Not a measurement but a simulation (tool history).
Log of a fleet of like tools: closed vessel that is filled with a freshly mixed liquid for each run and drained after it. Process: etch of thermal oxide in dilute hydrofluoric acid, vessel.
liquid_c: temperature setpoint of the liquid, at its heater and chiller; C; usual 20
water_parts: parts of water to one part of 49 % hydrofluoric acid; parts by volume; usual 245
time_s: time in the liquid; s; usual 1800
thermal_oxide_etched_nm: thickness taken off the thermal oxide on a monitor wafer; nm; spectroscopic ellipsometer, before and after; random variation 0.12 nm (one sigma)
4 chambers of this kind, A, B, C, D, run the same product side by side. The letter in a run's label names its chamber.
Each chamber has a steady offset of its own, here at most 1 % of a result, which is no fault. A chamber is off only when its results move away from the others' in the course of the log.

| run | hour | liquid_c | water_parts | time_s | read-back film thickness of the thermal oxide reference wafer, read on the same gauge (nm) | thermal_oxide_etched_nm |
|---|---|---|---|---|---|---|
| 1A | 4.4 | 20 | 245 | 1800 | 130.02 | 25.654 |
| 2D | 9.2 | 20 | 245 | 1800 | 129.99 | 25.613 |
| 3C | 14.8 | 20 | 245 | 1800 | 130.01 | 25.409 |
| 4B | 19.7 | 20 | 245 | 1800 | 129.97 | 25.485 |
| 5C | 26.5 | 20 | 245 | 1800 | 130.01 | 25.402 |
| 6A | 32.2 | 20 | 245 | 1800 | 129.96 | 25.401 |
| 7B | 37.4 | 20 | 245 | 1800 | 130.01 | 25.61 |
| 8D | 44.3 | 17.5 | 245 | 1245 | 129.98 | 16.166 |
| 9B | 49.4 | 17.5 | 245 | 1245 | 129.99 | 16.131 |
| 10C | 54.2 | 17.5 | 245 | 1245 | 130.01 | 15.968 |
| 11A | 60 | 17.5 | 245 | 1245 | 130.02 | 16.155 |
|  | 62.4 | chamber A: thermometer replaced |
| 12D | 65.3 | 20 | 305 | 1260 | 130.01 | 13.773 |
| 13C | 72.3 | 20 | 305 | 1260 | 129.99 | 13.604 |
| 14B | 77.7 | 20 | 305 | 1260 | 130 | 13.546 |
| 15D | 84.6 | 20 | 305 | 1260 | 130 | 13.551 |
| 16A | 88.9 | 20 | 245 | 1800 | 129.97 | 25.91 |
| 17B | 95.2 | 20 | 245 | 1800 | 130 | 25.507 |
| 18D | 101.2 | 20 | 245 | 1800 | 130 | 25.35 |
| 19C | 106.5 | 20 | 245 | 1800 | 130.01 | 25.524 |
| 20A | 112.6 | 20 | 245 | 1800 | 129.99 | 25.726 |
| 21B | 116.4 | 23.5 | 245 | 1800 | 130.01 | 29.327 |
| 22D | 120.5 | 23.5 | 245 | 1800 | 129.97 | 28.709 |
| 23A | 126.7 | 23.5 | 245 | 1800 | 130.01 | 29.42 |
| 24C | 130.5 | 23.5 | 245 | 1800 | 129.99 | 28.921 |
| 25A | 135.3 | 20 | 245 | 1800 | 129.99 | 25.749 |
| 26B | 138.4 | 18 | 160 | 1800 | 129.97 | 39.286 |
| 27D | 145 | 18 | 160 | 1800 | 130.01 | 37.791 |
| 28C | 149.7 | 18 | 160 | 1800 | 130.02 | 39.184 |
| 29C | 155.2 | 18 | 160 | 1800 | 130.01 | 39.41 |
| 30D | 161.1 | 20 | 245 | 1800 | 130 | 24.582 |
| 31B | 167 | 20 | 245 | 1800 | 130.02 | 25.364 |
| 32A | 170.5 | 20 | 245 | 1800 | 129.97 | 25.738 |
| 33D | 177.5 | 20 | 245 | 1800 | 129.99 | 24.303 |
| 34A | 184 | 20 | 245 | 1800 | 129.97 | 25.517 |
| 35C | 189.5 | 20 | 245 | 1800 | 130.01 | 25.494 |
| 36B | 193.5 | 22.5 | 245 | 1295 | 130.02 | 20.017 |
| 37A | 196.7 | 22.5 | 245 | 1295 | 129.99 | 20.338 |

What goes on in this fleet: one chamber off, a drifting gauge, or nothing beyond the chambers' own small offsets? Name the chamber and the cause, if any.

Chamber D drifts away from the others.
Cause: liquid colder than its thermometer reads (K) = 1.72.
The log may not tell that from: hydrofluoric acid flow below the setpoint (%).

Here are 4 candidates for chamber D's next run, each the usual settings with a change, their results left as question marks. Which one brings its results back in line with what the others give on the usual settings?
In line means no further than this from the other chambers' mean on the usual settings: thermal_oxide_etched_nm 0.4 nm
| 38D-1 | 201.8 | 20 | 245 | 1910 |  | ? |
| 38D-2 | 201.8 | 20 | 250 | 1745 |  | ? |
| 38D-3 | 201.8 | 23.5 | 245 | 1800 |  | ? |
| 38D-4 | 201.8 | 20 | 245 | 1580 |  | ? |

The other chambers' mean on the usual settings: thermal_oxide_etched_nm 25.619 nm
| run | thermal_oxide_etched_nm |
|---|---|
| 38D-1 | 25.576 |
| 38D-2 | 22.794 |
| 38D-3 | 27.495 |
| 38D-4 | 21.157 |
38D-1 brings the chamber back in line.
